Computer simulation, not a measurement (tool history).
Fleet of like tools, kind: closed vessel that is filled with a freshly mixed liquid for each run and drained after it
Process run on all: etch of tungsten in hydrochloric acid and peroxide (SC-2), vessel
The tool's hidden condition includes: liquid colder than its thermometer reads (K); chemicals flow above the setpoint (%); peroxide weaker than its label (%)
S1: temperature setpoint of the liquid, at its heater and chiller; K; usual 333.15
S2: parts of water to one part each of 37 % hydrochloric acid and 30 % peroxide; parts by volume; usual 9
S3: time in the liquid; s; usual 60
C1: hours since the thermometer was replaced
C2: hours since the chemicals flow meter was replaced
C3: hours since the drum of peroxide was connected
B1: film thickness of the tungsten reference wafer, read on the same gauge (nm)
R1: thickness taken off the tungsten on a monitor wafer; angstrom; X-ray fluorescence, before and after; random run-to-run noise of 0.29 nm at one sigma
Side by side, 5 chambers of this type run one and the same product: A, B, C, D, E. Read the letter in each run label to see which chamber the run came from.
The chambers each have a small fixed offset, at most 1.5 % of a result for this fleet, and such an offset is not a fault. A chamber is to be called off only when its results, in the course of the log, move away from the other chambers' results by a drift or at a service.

{"run": "1B", "day": 0.271, "S1": 333.15, "S2": 9, "S3": 60, "C1": 143.6, "C2": 662.4, "C3": 197.4, "B1": 120, "R1": 289.88}
{"run": "2E", "day": 0.625, "S1": 333.15, "S2": 9, "S3": 60, "C1": 619, "C2": 658.6, "C3": 309.2, "B1": 119.99, "R1": 291.12}
{"run": "3C", "day": 0.992, "S1": 333.15, "S2": 9, "S3": 60, "C1": 1330.3, "C2": 45.2, "C3": 373.1, "B1": 120.03, "R1": 282.64}
{"run": "4A", "day": 1.367, "S1": 333.15, "S2": 9, "S3": 60, "C1": 667.6, "C2": 1294.7, "C3": 285, "B1": 119.97, "R1": 296.85}
{"run": "5D", "day": 1.783, "S1": 333.15, "S2": 9, "S3": 60, "C1": 1062, "C2": 266, "C3": 316, "B1": 119.99, "R1": 280.3}
{"run": "6C", "day": 1.992, "S1": 333.15, "S2": 9, "S3": 60, "C1": 1354.3, "C2": 69.2, "C3": 397.1, "B1": 119.99, "R1": 278.73}
{"run": "7E", "day": 2.204, "S1": 333.15, "S2": 9, "S3": 60, "C1": 656.9, "C2": 696.5, "C3": 347.1, "B1": 120.02, "R1": 290.38}
{"run": "8A", "day": 2.496, "S1": 333.15, "S2": 9, "S3": 60, "C1": 694.7, "C2": 1321.8, "C3": 312.1, "B1": 119.99, "R1": 292.46}
{"run": "9D", "day": 2.783, "S1": 333.15, "S2": 9, "S3": 60, "C1": 1086, "C2": 290, "C3": 340, "B1": 119.97, "R1": 284.21}
{"run": "10B", "day": 3.067, "S1": 333.15, "S2": 9, "S3": 60, "C1": 210.7, "C2": 729.5, "C3": 264.5, "B1": 119.98, "R1": 291.39}
{"run": "11E", "day": 3.396, "S1": 333.15, "S2": 9, "S3": 60, "C1": 685.5, "C2": 725.1, "C3": 375.7, "B1": 120.03, "R1": 291.63}
{"day": 3.75, "done": "chamber D: thermometer replaced"}
{"run": "12B", "day": 3.758, "S1": 333.15, "S2": 9, "S3": 60, "C1": 227.3, "C2": 746.1, "C3": 281.1, "B1": 120, "R1": 290.28}
{"run": "13C", "day": 4.004, "S1": 333.15, "S2": 9, "S3": 60, "C1": 1402.6, "C2": 117.5, "C3": 445.4, "B1": 119.97, "R1": 280.68}
{"run": "14D", "day": 4.388, "S1": 338.65, "S2": 9, "S3": 85, "C1": 15.3, "C2": 328.5, "C3": 378.5, "B1": 119.98, "R1": 573.89}
{"run": "15A", "day": 4.746, "S1": 338.65, "S2": 9, "S3": 85, "C1": 748.7, "C2": 1375.8, "C3": 366.1, "B1": 119.96, "R1": 576.07}
{"day": 4.996, "done": "chamber D: new drum of peroxide connected"}
{"run": "16C", "day": 5.033, "S1": 338.65, "S2": 9, "S3": 85, "C1": 1427.3, "C2": 142.2, "C3": 470.1, "B1": 120, "R1": 549.14}
{"run": "17E", "day": 5.317, "S1": 338.65, "S2": 9, "S3": 85, "C1": 731.6, "C2": 771.2, "C3": 421.8, "B1": 119.98, "R1": 571.55}
{"run": "18B", "day": 5.712, "S1": 338.65, "S2": 9, "S3": 85, "C1": 274.2, "C2": 793, "C3": 328, "B1": 120.04, "R1": 584.9}
{"run": "19A", "day": 6.071, "S1": 333.15, "S2": 9, "S3": 60, "C1": 780.5, "C2": 1407.6, "C3": 397.9, "B1": 119.98, "R1": 290.21}
{"run": "20D", "day": 6.454, "S1": 333.15, "S2": 9, "S3": 60, "C1": 64.9, "C2": 378.1, "C3": 35, "B1": 120.01, "R1": 284.19}
{"run": "21D", "day": 6.654, "S1": 324.65, "S2": 9, "S3": 60, "C1": 69.7, "C2": 382.9, "C3": 39.8, "B1": 120, "R1": 161.63}
{"run": "22B", "day": 6.85, "S1": 324.65, "S2": 9, "S3": 60, "C1": 301.5, "C2": 820.3, "C3": 355.3, "B1": 120, "R1": 170.75}
{"run": "23C", "day": 7.158, "S1": 324.65, "S2": 9, "S3": 60, "C1": 1478.3, "C2": 193.2, "C3": 521.1, "B1": 119.99, "R1": 156.55}
{"run": "24E", "day": 7.588, "S1": 324.65, "S2": 9, "S3": 60, "C1": 786.1, "C2": 825.7, "C3": 476.3, "B1": 120.04, "R1": 168.09}
{"run": "25A", "day": 7.821, "S1": 324.65, "S2": 9, "S3": 60, "C1": 822.5, "C2": 1449.6, "C3": 439.9, "B1": 119.99, "R1": 168.48}
{"run": "26C", "day": 8.046, "S1": 342.65, "S2": 9, "S3": 35, "C1": 1499.6, "C2": 214.5, "C3": 542.4, "B1": 120, "R1": 287.66}
{"run": "27D", "day": 8.375, "S1": 342.65, "S2": 9, "S3": 35, "C1": 111, "C2": 424.2, "C3": 81.1, "B1": 119.99, "R1": 300.24}
{"run": "28A", "day": 8.671, "S1": 342.65, "S2": 9, "S3": 35, "C1": 842.9, "C2": 1470, "C3": 460.3, "B1": 120.01, "R1": 305.73}
{"run": "29B", "day": 8.975, "S1": 342.65, "S2": 9, "S3": 35, "C1": 352.5, "C2": 871.3, "C3": 406.3, "B1": 119.99, "R1": 299.02}
{"run": "30E", "day": 9.329, "S1": 342.65, "S2": 9, "S3": 35, "C1": 827.9, "C2": 867.5, "C3": 518.1, "B1": 119.99, "R1": 299.94}
{"run": "31C", "day": 9.688, "S1": 333.15, "S2": 9, "S3": 60, "C1": 1539, "C2": 253.9, "C3": 581.8, "B1": 119.98, "R1": 269.35}
{"run": "32B", "day": 10.1, "S1": 333.15, "S2": 9, "S3": 60, "C1": 379.5, "C2": 898.3, "C3": 433.3, "B1": 120.02, "R1": 295.22}

Each of the 5 chambers runs these same settings next. Fill in every chamber's results:
{"run": "33A", "day": 10.417, "S1": 333.15, "S2": 6.5, "S3": 60, "R1": "?"}
{"run": "33B", "day": 10.417, "S1": 333.15, "S2": 6.5, "S3": 60, "R1": "?"}
{"run": "33C", "day": 10.417, "S1": 333.15, "S2": 6.5, "S3": 60, "R1": "?"}
{"run": "33D", "day": 10.417, "S1": 333.15, "S2": 6.5, "S3": 60, "R1": "?"}
{"run": "33E", "day": 10.417, "S1": 333.15, "S2": 6.5, "S3": 60, "R1": "?"}

run=33A R1=373.26
run=33B R1=376.72
run=33C R1=345.27
run=33D R1=372.22
run=33E R1=379.78
